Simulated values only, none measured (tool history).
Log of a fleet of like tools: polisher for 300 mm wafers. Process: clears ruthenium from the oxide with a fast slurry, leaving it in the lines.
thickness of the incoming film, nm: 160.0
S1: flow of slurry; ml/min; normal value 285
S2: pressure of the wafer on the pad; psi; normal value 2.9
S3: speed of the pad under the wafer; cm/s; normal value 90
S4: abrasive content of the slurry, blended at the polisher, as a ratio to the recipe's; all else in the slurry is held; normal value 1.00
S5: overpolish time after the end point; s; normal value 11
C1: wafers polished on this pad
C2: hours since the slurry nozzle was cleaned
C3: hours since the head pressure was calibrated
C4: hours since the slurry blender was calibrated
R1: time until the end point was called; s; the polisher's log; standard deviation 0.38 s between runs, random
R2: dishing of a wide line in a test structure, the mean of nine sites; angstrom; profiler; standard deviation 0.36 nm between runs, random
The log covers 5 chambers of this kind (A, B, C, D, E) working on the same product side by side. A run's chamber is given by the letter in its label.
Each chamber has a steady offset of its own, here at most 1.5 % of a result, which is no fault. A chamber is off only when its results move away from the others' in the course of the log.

run 1A hour=4.4 | S1=285 S2=2.9 S3=90 S4=1.00 S5=11 | C1=197 C2=255.0 C3=1107.8 C4=125.7 | R1=44.097 R2=338.41
run 2D hour=11.6 | S1=285 S2=2.9 S3=90 S4=1.00 S5=11 | C1=980 C2=31.9 C3=973.1 C4=99.0 | R1=43.341 R2=338.14
run 3E hour=15.7 | S1=285 S2=2.9 S3=90 S4=1.00 S5=11 | C1=1293 C2=167.0 C3=1286.3 C4=75.1 | R1=43.378 R2=341.02
-- hour=16.1 chamber C: worn pad replaced by a new one
-- hour=19.8 chamber C: slurry blender recalibrated
-- hour=22.0 chamber D: worn pad replaced by a new one
run 4B hour=22.9 | S1=285 S2=2.9 S3=90 S4=1.00 S5=11 | C1=1298 C2=530.1 C3=402.2 C4=51.2 | R1=42.949 R2=332.37
run 5C hour=28.1 | S1=285 S2=2.9 S3=90 S4=1.00 S5=11 | C1=118 C2=49.3 C3=38.6 C4=8.3 | R1=44.241 R2=332.94
-- hour=35.6 chamber E: worn pad replaced by a new one
-- hour=36.2 chamber B: worn pad replaced by a new one
run 6B hour=36.4 | S1=285 S2=2.9 S3=90 S4=1.00 S5=11 | C1=2 C2=543.6 C3=415.7 C4=64.7 | R1=44.129 R2=336.56
run 7D hour=41.7 | S1=285 S2=2.9 S3=90 S4=1.00 S5=11 | C1=194 C2=62.0 C3=1003.2 C4=129.1 | R1=42.475 R2=341.16
run 8A hour=46.3 | S1=285 S2=2.9 S3=90 S4=1.00 S5=11 | C1=609 C2=296.9 C3=1149.7 C4=167.6 | R1=44.038 R2=338.98
run 9E hour=50.4 | S1=285 S2=2.9 S3=90 S4=1.00 S5=11 | C1=146 C2=201.7 C3=1321.0 C4=109.8 | R1=44.032 R2=338.40
run 10C hour=55.8 | S1=285 S2=2.9 S3=90 S4=1.00 S5=11 | C1=390 C2=77.0 C3=66.3 C4=36.0 | R1=43.943 R2=335.82
-- hour=59.9 chamber A: worn pad replaced by a new one
-- hour=60.1 chamber A: slurry blender recalibrated
run 11B hour=62.9 | S1=285 S2=2.9 S3=90 S4=1.00 S5=11 | C1=262 C2=570.1 C3=442.2 C4=91.2 | R1=44.385 R2=333.30
run 12D hour=67.5 | S1=285 S2=2.9 S3=90 S4=1.00 S5=11 | C1=447 C2=87.8 C3=1029.0 C4=154.9 | R1=42.714 R2=335.94
-- hour=69.2 chamber C: worn pad replaced by a new one
run 13E hour=75.5 | S1=285 S2=2.9 S3=90 S4=1.00 S5=11 | C1=392 C2=226.8 C3=1346.1 C4=134.9 | R1=43.768 R2=331.98
run 14A hour=84.1 | S1=285 S2=2.9 S3=90 S4=1.00 S5=11 | C1=238 C2=334.7 C3=1187.5 C4=24.1 | R1=43.897 R2=340.33
-- hour=87.9 chamber E: head pressure recalibrated
run 15C hour=90.6 | S1=285 S2=2.9 S3=90 S4=1.00 S5=11 | C1=210 C2=111.8 C3=101.1 C4=70.8 | R1=43.250 R2=331.60
run 16B hour=94.6 | S1=285 S2=2.9 S3=100 S4=1.00 S5=17 | C1=573 C2=601.8 C3=473.9 C4=122.9 | R1=39.054 R2=546.22
run 17A hour=101.9 | S1=285 S2=2.9 S3=100 S4=1.00 S5=17 | C1=413 C2=352.5 C3=1205.3 C4=41.9 | R1=38.864 R2=547.89
run 18D hour=109.9 | S1=285 S2=2.9 S3=100 S4=1.00 S5=17 | C1=864 C2=130.2 C3=1071.4 C4=197.3 | R1=38.471 R2=558.59
-- hour=116.9 chamber C: worn pad replaced by a new one
run 19C hour=117.1 | S1=285 S2=2.9 S3=100 S4=1.00 S5=17 | C1=2 C2=138.3 C3=127.6 C4=97.3 | R1=39.475 R2=551.15
-- hour=120.2 chamber A: slurry nozzle cleaned
-- hour=120.8 chamber B: slurry blender recalibrated
run 20E hour=125.1 | S1=285 S2=2.9 S3=100 S4=1.00 S5=17 | C1=879 C2=276.4 C3=37.2 C4=184.5 | R1=42.511 R2=510.03
-- hour=126.4 chamber A: worn pad replaced by a new one
-- hour=129.5 chamber D: worn pad replaced by a new one
run 21D hour=131.5 | S1=285 S2=2.9 S3=90 S4=1.00 S5=11 | C1=20 C2=151.8 C3=1093.0 C4=218.9 | R1=43.123 R2=344.24
run 22A hour=135.8 | S1=285 S2=2.9 S3=90 S4=1.00 S5=11 | C1=92 C2=15.7 C3=1239.2 C4=75.8 | R1=43.600 R2=338.47
run 23B hour=141.3 | S1=285 S2=3.7 S3=90 S4=0.75 S5=11 | C1=1032 C2=648.5 C3=520.6 C4=20.6 | R1=39.156 R2=372.43
run 24E hour=146.2 | S1=285 S2=3.7 S3=90 S4=0.75 S5=11 | C1=1087 C2=297.5 C3=58.3 C4=205.6 | R1=42.548 R2=347.39
run 25C hour=151.7 | S1=285 S2=3.7 S3=90 S4=0.75 S5=11 | C1=342 C2=172.9 C3=162.2 C4=131.9 | R1=39.084 R2=369.59
run 26D hour=157.6 | S1=285 S2=3.7 S3=90 S4=0.75 S5=11 | C1=276 C2=177.9 C3=1119.1 C4=245.0 | R1=39.498 R2=377.97
-- hour=160.6 chamber B: worn pad replaced by a new one
run 27A hour=166.3 | S1=285 S2=3.7 S3=90 S4=0.75 S5=11 | C1=392 C2=46.2 C3=1269.7 C4=106.3 | R1=39.848 R2=368.72
-- hour=167.9 chamber C: worn pad replaced by a new one
run 28C hour=173.9 | S1=285 S2=2.9 S3=90 S4=1.00 S5=11 | C1=59 C2=195.1 C3=184.4 C4=154.1 | R1=43.689 R2=341.20
run 29B hour=178.5 | S1=285 S2=2.9 S3=90 S4=1.00 S5=11 | C1=176 C2=685.7 C3=557.8 C4=57.8 | R1=42.602 R2=340.79
-- hour=179.9 chamber C: slurry blender recalibrated
run 30E hour=185.8 | S1=285 S2=2.9 S3=90 S4=1.00 S5=11 | C1=1476 C2=337.1 C3=97.9 C4=245.2 | R1=46.693 R2=311.83
-- hour=189.8 chamber A: worn pad replaced by a new one
-- hour=191.4 chamber C: slurry nozzle cleaned
run 31C hour=193.2 | S1=285 S2=2.9 S3=90 S4=1.00 S5=16 | C1=248 C2=1.9 C3=203.7 C4=13.3 | R1=43.573 R2=464.78
-- hour=199.8 chamber E: worn pad replaced by a new one
run 32A hour=201.5 | S1=285 S2=2.9 S3=90 S4=1.00 S5=16 | C1=115 C2=81.4 C3=1304.9 C4=141.5 | R1=44.171 R2=476.60
run 33D hour=208.7 | S1=285 S2=2.9 S3=90 S4=1.00 S5=16 | C1=778 C2=229.0 C3=1170.2 C4=296.1 | R1=43.271 R2=484.87
run 34E hour=217.3 | S1=285 S2=2.9 S3=90 S4=1.00 S5=16 | C1=172 C2=368.6 C3=129.4 C4=276.7 | R1=47.101 R2=433.71
-- hour=220.6 chamber D: head pressure recalibrated
run 35B hour=223.7 | S1=285 S2=2.9 S3=90 S4=1.00 S5=16 | C1=620 C2=730.9 C3=603.0 C4=103.0 | R1=43.017 R2=462.74
-- hour=227.3 chamber A: slurry blender recalibrated
-- hour=227.5 chamber C: worn pad replaced by a new one
run 36A hour=229.6 | S1=285 S2=2.9 S3=90 S4=1.00 S5=11 | C1=391 C2=109.5 C3=1333.0 C4=2.3 | R1=43.584 R2=333.23
run 37B hour=236.9 | S1=285 S2=2.9 S3=90 S4=1.00 S5=11 | C1=749 C2=744.1 C3=616.2 C4=116.2 | R1=43.368 R2=331.49
run 38C hour=241.1 | S1=285 S2=2.9 S3=90 S4=1.00 S5=11 | C1=134 C2=49.8 C3=251.6 C4=61.2 | R1=43.269 R2=336.75
run 39D hour=248.5 | S1=285 S2=2.9 S3=90 S4=1.00 S5=11 | C1=1169 C2=268.8 C3=27.9 C4=335.9 | R1=43.632 R2=335.85
run 40E hour=253.5 | S1=285 S2=2.9 S3=90 S4=1.10 S5=14 | C1=528 C2=404.8 C3=165.6 C4=312.9 | R1=45.794 R2=413.11
run 41C hour=261.9 | S1=285 S2=2.9 S3=90 S4=1.10 S5=14 | C1=338 C2=70.6 C3=272.4 C4=82.0 | R1=41.991 R2=434.71

Read the log: is a single chamber off, either drifting away or since a service, is the gauge that measures every chamber drifting, or is nothing wrong beyond small per-chamber offsets? Name any odd chamber and what most likely caused it.

After it was serviced, chamber E no longer matches the other chambers.
Likeliest cause: head's pressure below its setpoint, % = 6.84.

Chamber E could run next with any of the 4 candidate recipes listed below; each alters the usual settings, and their results appear as question marks. Which one brings its results back in line with what the other chambers deliver on the usual settings?
Maximum distance from the other chambers' mean on the usual settings for a result to count as in line: R1 1.300 s; R2 13.00 angstrom
run 42E-1 hour=268.3 | S1=285 S2=2.9 S3=88 S4=1.00 S5=11 | R1=? R2=?
run 42E-2 hour=268.3 | S1=285 S2=3.0 S3=94 S4=1.00 S5=11 | R1=? R2=?
run 42E-3 hour=268.3 | S1=285 S2=2.8 S3=86 S4=1.00 S5=11 | R1=? R2=?
run 42E-4 hour=268.3 | S1=285 S2=2.9 S3=92 S4=1.00 S5=11 | R1=? R2=?

On the usual settings, the other chambers give on average: R1 43.594 s; R2 337.80 angstrom
run=42E-1 R1=48.242 R2=305.87
run=42E-2 R1=43.599 R2=335.74
run=42E-3 R1=51.171 R2=289.61
run=42E-4 R1=46.118 R2=318.84
42E-2 is the one that brings the chamber's results back in line with the other chambers.
